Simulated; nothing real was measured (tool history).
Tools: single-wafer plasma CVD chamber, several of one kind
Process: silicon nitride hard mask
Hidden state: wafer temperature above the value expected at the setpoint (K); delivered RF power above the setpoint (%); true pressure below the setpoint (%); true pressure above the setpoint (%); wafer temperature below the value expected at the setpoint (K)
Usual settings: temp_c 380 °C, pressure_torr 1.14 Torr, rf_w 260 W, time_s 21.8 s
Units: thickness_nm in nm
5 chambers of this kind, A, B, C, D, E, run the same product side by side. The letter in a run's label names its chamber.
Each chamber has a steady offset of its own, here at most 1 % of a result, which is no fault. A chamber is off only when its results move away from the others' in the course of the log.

run	hour	temp_c	pressure_torr	rf_w	time_s	hours since the last thermocouple change	hours since the last RF generator calibration	hours since the last manometer calibration	read-back reference wafer on the same gauge, thickness_nm	thickness_nm
1E	11.8	380	1.14	260	21.8	2163.0	1103.7	1074.9	21.892	20.789
2D	21.2	380	1.14	260	21.8	779.3	1052.7	137.3	21.880	20.644
3B	32.0	380	1.14	260	21.8	297.0	1153.2	1251.4	21.889	20.946
4A	46.1	380	1.14	260	21.8	2065.4	414.5	197.4	21.876	20.566
# hour 46.9: chamber E: capacitance manometer re-zeroed and calibrated
5C	54.0	380	1.14	260	21.8	1246.8	682.0	1348.2	21.869	20.643
6B	62.4	380	1.14	260	21.8	327.4	1183.6	1281.8	21.879	20.945
7E	70.7	380	1.14	260	21.8	2221.9	1162.6	23.8	21.872	20.734
8A	83.9	380	1.14	260	21.8	2103.2	452.3	235.2	21.861	20.680
9D	97.7	380	1.14	260	21.8	855.8	1129.2	213.8	21.861	20.637
10C	108.0	380	1.14	260	21.8	1300.8	736.0	1402.2	21.857	20.642
11E	120.5	380	1.14	260	21.8	2271.7	1212.4	73.6	21.847	20.693
12C	127.4	380	1.14	260	21.8	1320.2	755.4	1421.6	21.848	20.597
# hour 131.2: chamber A: thermocouple changed; heater temperature recalibrated
13A	140.2	380	1.14	260	21.8	9.0	508.6	291.5	21.833	20.621
14D	149.4	380	1.14	260	21.8	907.5	1180.9	265.5	21.837	20.657
15B	157.4	380	1.14	260	21.8	422.4	1278.6	1376.8	21.832	20.864
# hour 158.8: chamber E: thermocouple changed; heater temperature recalibrated
16A	167.9	380	1.14	260	21.8	36.7	536.3	319.2	21.831	20.546
# hour 170.3: chamber E: RF generator calibrated
17E	181.2	380	1.14	260	21.8	22.4	10.9	134.3	21.817	20.724
18C	188.5	380	1.14	260	21.8	1381.3	816.5	1482.7	21.823	20.625
19B	201.2	380	1.14	260	21.8	466.2	1322.4	1420.6	21.806	20.823
20D	211.5	380	1.14	260	21.8	969.6	1243.0	327.6	21.814	20.580
21B	218.4	380	1.14	260	21.8	483.4	1339.6	1437.8	21.800	20.814
22D	226.3	380	1.14	260	21.8	984.4	1257.8	342.4	21.798	20.556
23C	234.6	380	1.14	260	21.8	1427.4	862.6	1528.8	21.801	20.596
24A	245.1	380	1.14	260	21.8	113.9	613.5	396.4	21.795	20.553
25E	252.4	380	1.14	260	21.8	93.6	82.1	205.5	21.790	20.669
26B	260.8	380	1.14	260	21.8	525.8	1382.0	1480.2	21.788	20.851
27E	274.0	380	1.36	305	21.8	115.2	103.7	227.1	21.793	24.304
28C	285.0	380	1.36	305	21.8	1477.8	913.0	1579.2	21.768	24.270
29A	294.5	380	1.36	305	21.8	163.3	662.9	445.8	21.772	24.139
30D	301.7	380	1.36	305	21.8	1059.8	1333.2	417.8	21.780	24.207
31A	311.1	380	1.36	305	21.8	179.9	679.5	462.4	21.764	24.160
# hour 316.4: chamber B: RF generator calibrated
32B	325.0	380	1.14	260	21.8	590.0	8.7	1544.4	21.755	20.816
33E	335.0	380	1.14	260	21.8	176.2	164.7	288.1	21.762	20.679
34C	345.0	380	1.14	260	21.8	1537.8	973.0	1639.2	21.752	20.473

Is one chamber off against the others, does the gauge drift, or is nothing wrong? If a chamber is off, say which, and what the likeliest cause is.

The gauge drifts, so all chambers seem to drift together. No chamber is off.
Cause: gauge reads low (%) = 0.705.
